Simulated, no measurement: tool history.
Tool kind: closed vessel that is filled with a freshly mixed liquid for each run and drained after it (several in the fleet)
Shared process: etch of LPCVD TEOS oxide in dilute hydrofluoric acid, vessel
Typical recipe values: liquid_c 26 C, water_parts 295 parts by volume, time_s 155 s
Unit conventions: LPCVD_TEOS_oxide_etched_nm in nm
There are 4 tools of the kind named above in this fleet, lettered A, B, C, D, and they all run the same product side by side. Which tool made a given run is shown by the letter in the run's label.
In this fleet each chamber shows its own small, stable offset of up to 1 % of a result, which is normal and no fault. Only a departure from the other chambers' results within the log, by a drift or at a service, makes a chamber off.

| run | day | liquid_c | water_parts | time_s | read-back film thickness of the LPCVD TEOS oxide reference wafer, read on the same gauge (nm) | LPCVD_TEOS_oxide_etched_nm |
|---|---|---|---|---|---|---|
| 1B | 0.333 | 26 | 295 | 155 | 99.994 | 13.596 |
| 2C | 0.758 | 26 | 295 | 155 | 100.01 | 13.519 |
| 3D | 1.233 | 26 | 295 | 155 | 99.995 | 13.416 |
| 4A | 1.729 | 26 | 295 | 155 | 99.999 | 13.477 |
| 5D | 2.012 | 26 | 435 | 80 | 99.997 | 4.2235 |
| 6A | 2.479 | 26 | 435 | 80 | 100 | 4.18 |
| 7C | 2.917 | 26 | 435 | 80 | 99.988 | 4.2014 |
| 8B | 3.275 | 26 | 435 | 80 | 99.923 | 4.2112 |
| 9A | 3.55 | 26 | 295 | 155 | 100.03 | 13.564 |
| 10C | 3.833 | 26 | 295 | 155 | 99.969 | 13.815 |
| 11D | 4.096 | 26 | 295 | 155 | 100.02 | 13.763 |
| 12B | 4.425 | 26 | 295 | 155 | 100 | 13.585 |
| 13D | 4.825 | 26 | 295 | 155 | 100.03 | 13.655 |
| 14C | 5.3 | 26 | 295 | 155 | 99.969 | 14.01 |
| 15B | 5.617 | 26 | 295 | 155 | 100.01 | 13.918 |
| 16A | 6.038 | 26 | 295 | 155 | 100.02 | 13.795 |
| 17A | 6.358 | 26 | 295 | 155 | 99.988 | 13.489 |
| 18C | 6.846 | 26 | 295 | 155 | 99.996 | 13.874 |
| 19B | 7.204 | 26 | 295 | 155 | 99.951 | 13.744 |
| 20D | 7.579 | 26 | 295 | 155 | 99.999 | 13.666 |
| 21D | 7.875 | 26 | 295 | 155 | 99.964 | 13.841 |
| 22C | 8.325 | 26 | 295 | 155 | 100 | 14.002 |
| 23A | 8.7 | 26 | 295 | 155 | 99.988 | 13.449 |
| 24B | 8.992 | 26 | 295 | 240 | 99.966 | 21.281 |
| 25C | 9.346 | 26 | 295 | 240 | 100.01 | 21.898 |
| 26B | 9.704 | 26 | 295 | 240 | 99.965 | 21.338 |
| 27A | 10.212 | 26 | 295 | 240 | 99.947 | 21.565 |
| 28D | 10.762 | 26 | 295 | 155 | 99.991 | 13.929 |

For the next run the whole fleet of 4 chambers uses the same settings. Give each chamber's results:
| 29A | 11.154 | 26 | 295 | 155 |  | ? |
| 29B | 11.154 | 26 | 295 | 155 |  | ? |
| 29C | 11.154 | 26 | 295 | 155 |  | ? |
| 29D | 11.154 | 26 | 295 | 155 |  | ? |

| run | LPCVD_TEOS_oxide_etched_nm |
|---|---|
| 29A | 13.787 |
| 29B | 13.609 |
| 29C | 14.587 |
| 29D | 13.726 |
